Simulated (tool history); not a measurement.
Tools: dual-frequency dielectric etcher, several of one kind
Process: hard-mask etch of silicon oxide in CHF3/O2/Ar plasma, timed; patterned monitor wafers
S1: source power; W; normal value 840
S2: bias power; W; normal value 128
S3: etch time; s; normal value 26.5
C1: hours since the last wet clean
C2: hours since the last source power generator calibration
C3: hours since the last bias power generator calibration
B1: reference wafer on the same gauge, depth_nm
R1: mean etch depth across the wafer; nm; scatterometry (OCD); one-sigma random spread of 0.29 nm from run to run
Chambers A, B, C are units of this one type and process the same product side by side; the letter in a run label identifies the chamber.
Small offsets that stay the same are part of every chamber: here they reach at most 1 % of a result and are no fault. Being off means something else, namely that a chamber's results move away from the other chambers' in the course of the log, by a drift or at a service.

Run 1B, hour 10.0: usual settings; C1 111.2; C2 292.0; C3 1584.1; B1 57.866. Result: R1 54.300 nm.
Run 2A, hour 18.4: usual settings; C1 259.6; C2 1217.7; C3 2302.3; B1 57.874. Result: R1 54.069 nm.
Run 3C, hour 29.8: usual settings; C1 92.7; C2 566.3; C3 1727.3; B1 57.821. Result: R1 53.977 nm.
Run 4B, hour 39.3: usual settings; C1 140.5; C2 321.3; C3 1613.4; B1 57.918. Result: R1 54.302 nm.
Run 5A, hour 45.6: usual settings; C1 286.8; C2 1244.9; C3 2329.5; B1 57.805. Result: R1 54.034 nm.
Run 6C, hour 55.4: usual settings; C1 118.3; C2 591.9; C3 1752.9; B1 57.784. Result: R1 53.214 nm.
Run 7B, hour 67.6: usual settings; C1 168.8; C2 349.6; C3 1641.7; B1 57.764. Result: R1 54.070 nm.
Run 8C, hour 79.3: usual settings but S3 18.5 s; C1 142.2; C2 615.8; C3 1776.8; B1 57.751. Result: R1 37.641 nm.
Run 9A, hour 85.3: usual settings but S3 18.5 s; C1 326.5; C2 1284.6; C3 2369.2; B1 57.828. Result: R1 37.602 nm.
Run 10C, hour 97.6: usual settings but S3 18.5 s; C1 160.5; C2 634.1; C3 1795.1; B1 57.790. Result: R1 37.149 nm.
Run 11B, hour 109.4: usual settings; C1 210.6; C2 391.4; C3 1683.5; B1 57.786. Result: R1 53.882 nm.
Run 12A, hour 118.5: usual settings; C1 359.7; C2 1317.8; C3 2402.4; B1 57.826. Result: R1 53.846 nm.
Run 13C, hour 130.0: usual settings; C1 192.9; C2 666.5; C3 1827.5; B1 57.800. Result: R1 53.737 nm.
Run 14A, hour 138.9: usual settings; C1 380.1; C2 1338.2; C3 2422.8; B1 57.815. Result: R1 54.827 nm.
At hour 143.7: chamber A: bias power generator calibrated.
Run 15B, hour 149.8: usual settings; C1 251.0; C2 431.8; C3 1723.9; B1 57.817. Result: R1 53.832 nm.
Run 16C, hour 155.9: usual settings; C1 218.8; C2 692.4; C3 1853.4; B1 57.811. Result: R1 52.921 nm.
Run 17B, hour 168.2: usual settings; C1 269.4; C2 450.2; C3 1742.3; B1 57.885. Result: R1 54.507 nm.
Run 18A, hour 179.8: usual settings; C1 421.0; C2 1379.1; C3 36.1; B1 57.813. Result: R1 54.434 nm.
Run 19A, hour 190.3: usual settings; C1 431.5; C2 1389.6; C3 46.6; B1 57.868. Result: R1 54.720 nm.
Run 20C, hour 196.1: usual settings but S2 97 W; C1 259.0; C2 732.6; C3 1893.6; B1 57.839. Result: R1 49.621 nm.
Run 21B, hour 201.6: usual settings but S2 97 W; C1 302.8; C2 483.6; C3 1775.7; B1 57.854. Result: R1 49.712 nm.
Run 22B, hour 208.0: usual settings but S2 97 W; C1 309.2; C2 490.0; C3 1782.1; B1 57.907. Result: R1 49.608 nm.
Run 23C, hour 219.3: usual settings; C1 282.2; C2 755.8; C3 1916.8; B1 57.748. Result: R1 53.087 nm.
Run 24A, hour 227.5: usual settings; C1 468.7; C2 1426.8; C3 83.8; B1 57.792. Result: R1 55.005 nm.
Run 25A, hour 235.0: usual settings; C1 476.2; C2 1434.3; C3 91.3; B1 57.782. Result: R1 55.052 nm.
Run 26B, hour 242.5: usual settings; C1 343.7; C2 524.5; C3 1816.6; B1 57.795. Result: R1 53.684 nm.
Run 27C, hour 248.6: usual settings; C1 311.5; C2 785.1; C3 1946.1; B1 57.812. Result: R1 53.090 nm.
Run 28A, hour 260.4: usual settings; C1 501.6; C2 1459.7; C3 116.7; B1 57.875. Result: R1 54.525 nm.
Run 29C, hour 269.5: usual settings; C1 332.4; C2 806.0; C3 1967.0; B1 57.828. Result: R1 53.376 nm.
Run 30B, hour 277.7: usual settings but S3 19.5 s; C1 378.9; C2 559.7; C3 1851.8; B1 57.822. Result: R1 39.470 nm.
Run 31C, hour 288.0: usual settings but S3 19.5 s; C1 350.9; C2 824.5; C3 1985.5; B1 57.776. Result: R1 39.492 nm.
Run 32A, hour 294.5: usual settings but S3 19.5 s; C1 535.7; C2 1493.8; C3 150.8; B1 57.804. Result: R1 40.728 nm.
Run 33B, hour 303.0: usual settings but S3 29.0 s; C1 404.2; C2 585.0; C3 1877.1; B1 57.779. Result: R1 59.398 nm.
Run 34C, hour 311.2: usual settings but S3 29.0 s; C1 374.1; C2 847.7; C3 2008.7; B1 57.805. Result: R1 58.839 nm.
Run 35A, hour 320.7: usual settings but S3 29.0 s; C1 561.9; C2 1520.0; C3 177.0; B1 57.838. Result: R1 60.727 nm.
Run 36B, hour 331.4: usual settings; C1 432.6; C2 613.4; C3 1905.5; B1 57.877. Result: R1 54.403 nm.
At hour 340.3: chamber C: wet clean of the chamber.
Run 37B, hour 340.6: usual settings; C1 441.8; C2 622.6; C3 1914.7; B1 57.883. Result: R1 54.046 nm.
Run 38C, hour 351.5: usual settings; C1 11.3; C2 888.0; C3 2049.0; B1 57.828. Result: R1 53.627 nm.
Run 39A, hour 358.1: usual settings; C1 599.3; C2 1557.4; C3 214.4; B1 57.761. Result: R1 55.451 nm.
Run 40A, hour 364.1: usual settings; C1 605.3; C2 1563.4; C3 220.4; B1 57.762. Result: R1 55.260 nm.

Read the log: is a single chamber off, either drifting away or since a service, is the gauge that measures every chamber drifting, or is nothing wrong beyond small per-chamber offsets? Name any odd chamber and what most likely caused it.

It is chamber A that slowly wanders off from its peers.
Most likely cause: etch rate over this chamber's usual, % = 2.86.

Here are 4 candidates for chamber A's next run, each the usual settings with a change, their results left as question marks. Which one brings its results back in line with what the others give on the usual settings?
In line here means within this much of the mean the other chambers give on the usual settings: R1 1.000 nm
Run 41A-1, hour 373.0: usual settings but S1 910 W. Result: R1 ?.
Run 41A-2, hour 373.0: usual settings but S1 830 W, S2 127 W, S3 25.0 s. Result: R1 ?.
Run 41A-3, hour 373.0: usual settings but S1 830 W, S2 127 W, S3 26.0 s. Result: R1 ?.
Run 41A-4, hour 373.0: usual settings but S1 980 W. Result: R1 ?.

On the usual settings, the other chambers give on average: R1 53.725 nm
  run      R1
41A-1  57.219
41A-2  51.947
41A-3  54.025
41A-4  58.908
With 41A-3, the chamber falls back in line with the rest.
